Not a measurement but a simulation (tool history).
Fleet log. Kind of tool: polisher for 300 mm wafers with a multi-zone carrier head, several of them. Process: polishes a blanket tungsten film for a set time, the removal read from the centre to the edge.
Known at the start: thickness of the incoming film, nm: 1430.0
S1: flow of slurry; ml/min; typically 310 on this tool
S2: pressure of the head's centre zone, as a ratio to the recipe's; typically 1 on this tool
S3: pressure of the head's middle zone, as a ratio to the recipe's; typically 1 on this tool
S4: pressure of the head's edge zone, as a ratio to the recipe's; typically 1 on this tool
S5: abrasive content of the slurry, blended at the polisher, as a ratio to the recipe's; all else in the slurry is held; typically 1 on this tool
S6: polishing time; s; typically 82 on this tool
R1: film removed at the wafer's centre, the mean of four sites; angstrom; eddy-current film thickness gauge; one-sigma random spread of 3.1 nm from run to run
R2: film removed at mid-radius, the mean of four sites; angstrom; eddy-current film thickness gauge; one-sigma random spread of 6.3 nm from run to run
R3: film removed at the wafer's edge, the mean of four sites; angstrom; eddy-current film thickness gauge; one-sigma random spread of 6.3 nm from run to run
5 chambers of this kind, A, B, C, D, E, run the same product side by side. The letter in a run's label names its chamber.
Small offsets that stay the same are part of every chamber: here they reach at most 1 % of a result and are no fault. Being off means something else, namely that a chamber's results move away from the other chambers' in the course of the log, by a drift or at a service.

-- hour=1.1 chamber E: worn pad replaced by a new one
-- hour=9.1 chamber D: worn pad replaced by a new one
run 1B hour=10.5 | S1=310 S2=1 S3=1 S4=1 S5=1 S6=82 | R1=4399.7 R2=4329.3 R3=4414.6
run 2D hour=18.2 | S1=310 S2=1 S3=1 S4=1 S5=1 S6=82 | R1=4371.1 R2=4411.5 R3=4405.9
run 3A hour=30.8 | S1=310 S2=1 S3=1 S4=1 S5=1 S6=82 | R1=4392.8 R2=4425.6 R3=4313.3
run 4E hour=45.4 | S1=310 S2=1 S3=1 S4=1 S5=1 S6=82 | R1=4340.8 R2=4410.7 R3=4359.4
run 5C hour=56 | S1=310 S2=1 S3=1 S4=1 S5=1 S6=82 | R1=4431.8 R2=4363 R3=4423.7
run 6A hour=70.4 | S1=310 S2=1 S3=1 S4=1 S5=1 S6=82 | R1=4349.9 R2=4454.3 R3=4373
run 7C hour=81.3 | S1=385 S2=0.89 S3=1 S4=1 S5=1 S6=82 | R1=3993.7 R2=4547.7 R3=4454.3
-- hour=94.6 chamber C: worn pad replaced by a new one
run 8E hour=96.8 | S1=385 S2=0.89 S3=1 S4=1 S5=1 S6=82 | R1=3930.2 R2=4485.3 R3=4515.2
-- hour=99.6 chamber A: worn pad replaced by a new one
-- hour=101.4 chamber D: worn pad replaced by a new one
run 9B hour=107.8 | S1=385 S2=0.89 S3=1 S4=1 S5=1 S6=82 | R1=3995.4 R2=4464.2 R3=4436.8
-- hour=108.3 chamber C: slurry nozzle cleaned
run 10D hour=120.1 | S1=385 S2=0.89 S3=1 S4=1 S5=1 S6=82 | R1=3950 R2=4697.7 R3=4500.8
-- hour=120.5 chamber B: worn pad replaced by a new one
run 11D hour=136.3 | S1=385 S2=0.89 S3=1 S4=1 S5=1 S6=82 | R1=3901.4 R2=4536.4 R3=4484.9
run 12E hour=143.9 | S1=310 S2=1 S3=1 S4=1 S5=1 S6=82 | R1=4314.4 R2=4386 R3=4311.8
-- hour=146.2 chamber B: centre zone pressure recalibrated
run 13B hour=153.7 | S1=310 S2=1 S3=1 S4=1 S5=1 S6=82 | R1=4016.4 R2=4379.7 R3=4343.1
-- hour=158.9 chamber E: worn pad replaced by a new one
run 14A hour=161.5 | S1=310 S2=1 S3=1 S4=1 S5=1 S6=82 | R1=4433 R2=4475.8 R3=4497.7
run 15C hour=168.9 | S1=310 S2=1 S3=1 S4=1 S5=1 S6=82 | R1=4396.9 R2=4391.2 R3=4479.1
run 16E hour=176.8 | S1=310 S2=1 S3=1 S4=1 S5=1 S6=82 | R1=4356 R2=4409.3 R3=4413.7
-- hour=190.1 chamber C: worn pad replaced by a new one
run 17B hour=192.5 | S1=310 S2=1 S3=1 S4=1 S5=1 S6=82 | R1=4001.2 R2=4359.7 R3=4382.8
-- hour=198.2 chamber D: worn pad replaced by a new one
run 18D hour=205.6 | S1=310 S2=1 S3=1 S4=1 S5=1 S6=82 | R1=4440 R2=4383.9 R3=4424.7
-- hour=212.9 chamber D: slurry nozzle cleaned
run 19C hour=213.2 | S1=310 S2=1.08 S3=1.12 S4=1 S5=1 S6=82 | R1=4824.4 R2=4901.4 R3=4295.9
run 20A hour=225.9 | S1=310 S2=1.08 S3=1.12 S4=1 S5=1 S6=82 | R1=4777.6 R2=4786.7 R3=4319.5
run 21B hour=238.6 | S1=310 S2=1.08 S3=1.12 S4=1 S5=1 S6=82 | R1=4405 R2=4916.6 R3=4371.3
run 22C hour=248.3 | S1=310 S2=1.08 S3=1.12 S4=1 S5=1 S6=82 | R1=4782.9 R2=4884.3 R3=4378.2
-- hour=257.4 chamber B: worn pad replaced by a new one
run 23D hour=263.3 | S1=310 S2=1.08 S3=1.12 S4=1 S5=1 S6=82 | R1=4783.8 R2=4954.5 R3=4352
run 24A hour=274.8 | S1=310 S2=1 S3=1 S4=1 S5=1 S6=82 | R1=4409.7 R2=4341.9 R3=4518.7
run 25E hour=282.5 | S1=250 S2=0.95 S3=1 S4=1 S5=1 S6=82 | R1=4046.2 R2=4269.4 R3=4236
-- hour=284.7 chamber D: worn pad replaced by a new one
run 26B hour=296 | S1=250 S2=0.95 S3=1 S4=1 S5=1 S6=82 | R1=3659 R2=4272.5 R3=4295
-- hour=303.9 chamber A: worn pad replaced by a new one
run 27A hour=308.5 | S1=250 S2=0.95 S3=1 S4=1 S5=1 S6=82 | R1=4053.4 R2=4286 R3=4398.1
-- hour=311.5 chamber C: worn pad replaced by a new one
-- hour=315.4 chamber A: slurry nozzle cleaned
run 28C hour=316.7 | S1=250 S2=0.95 S3=1 S4=1 S5=1 S6=82 | R1=4053.4 R2=4286.1 R3=4298.3
-- hour=318.2 chamber E: worn pad replaced by a new one
run 29D hour=331.4 | S1=250 S2=0.95 S3=1 S4=1 S5=1 S6=82 | R1=4081.3 R2=4357.6 R3=4349.8
run 30E hour=345.2 | S1=310 S2=1 S3=1 S4=1 S5=1 S6=82 | R1=4377.9 R2=4292.3 R3=4355.4
run 31C hour=354.4 | S1=310 S2=1 S3=1 S4=1 S5=1 S6=82 | R1=4439.4 R2=4446.7 R3=4323
-- hour=367.1 chamber D: worn pad replaced by a new one
run 32A hour=369.4 | S1=310 S2=1 S3=1 S4=1 S5=1 S6=82 | R1=4367.5 R2=4511.4 R3=4409.4
run 33B hour=384.6 | S1=310 S2=1 S3=1 S4=1 S5=1 S6=82 | R1=4006.7 R2=4363.8 R3=4402.5
run 34D hour=397.3 | S1=310 S2=1 S3=1 S4=1 S5=1 S6=82 | R1=4398.5 R2=4390.4 R3=4391.3
run 35E hour=413.1 | S1=310 S2=1 S3=1 S4=1 S5=1 S6=82 | R1=4397.7 R2=4360.2 R3=4380.9
run 36D hour=420.3 | S1=310 S2=1 S3=1 S4=1 S5=1 S6=82 | R1=4368 R2=4505.4 R3=4354.1
run 37E hour=429.7 | S1=310 S2=1 S3=1 S4=1 S5=1.2 S6=59 | R1=3312.2 R2=3316.7 R3=3256.9
run 38A hour=445.7 | S1=310 S2=1 S3=1 S4=1 S5=1.2 S6=59 | R1=3304.6 R2=3300.2 R3=3319.2

Has any chamber moved away from the others, gradually or after a service, or does the common gauge drift, or do the chambers differ only by their own small steady offsets? State the chamber and the most likely cause if one applies.

A service on chamber B put it out of line with the rest.
What lies behind it: centre zone's pressure below its setpoint, % = 8.16.

Which of the 4 candidates below, each the usual settings with something changed and its results left as question marks, puts chamber B back in line with what the other chambers give on the usual settings?
A result is in line if it is within this distance of the other chambers' mean on the usual settings: R1 110 angstrom; R2 220 angstrom; R3 220 angstrom
run 39B-1 hour=457.3 | S1=305 S2=0.96 S3=1.01 S4=1.01 S5=1 S6=81 | R1=? R2=? R3=?
run 39B-2 hour=457.3 | S1=315 S2=1.04 S3=0.99 S4=0.99 S5=1 S6=83 | R1=? R2=? R3=?
run 39B-3 hour=457.3 | S1=305 S2=0.93 S3=1.02 S4=1.02 S5=1 S6=81 | R1=? R2=? R3=?
run 39B-4 hour=457.3 | S1=315 S2=1.07 S3=0.98 S4=0.98 S5=1 S6=83 | R1=? R2=? R3=?

What the other chambers average on the usual settings: R1 4400.2 angstrom; R2 4401.4 angstrom; R3 4398.2 angstrom
run=39B-1 R1=3764.6 R2=4398.1 R3=4328.5
run=39B-2 R1=4221.9 R2=4437.6 R3=4400.7
run=39B-3 R1=3636.4 R2=4438.1 R3=4350.3
run=39B-4 R1=4353.6 R2=4396.5 R3=4378.2
It is 39B-4 that realigns the chamber with its peers.
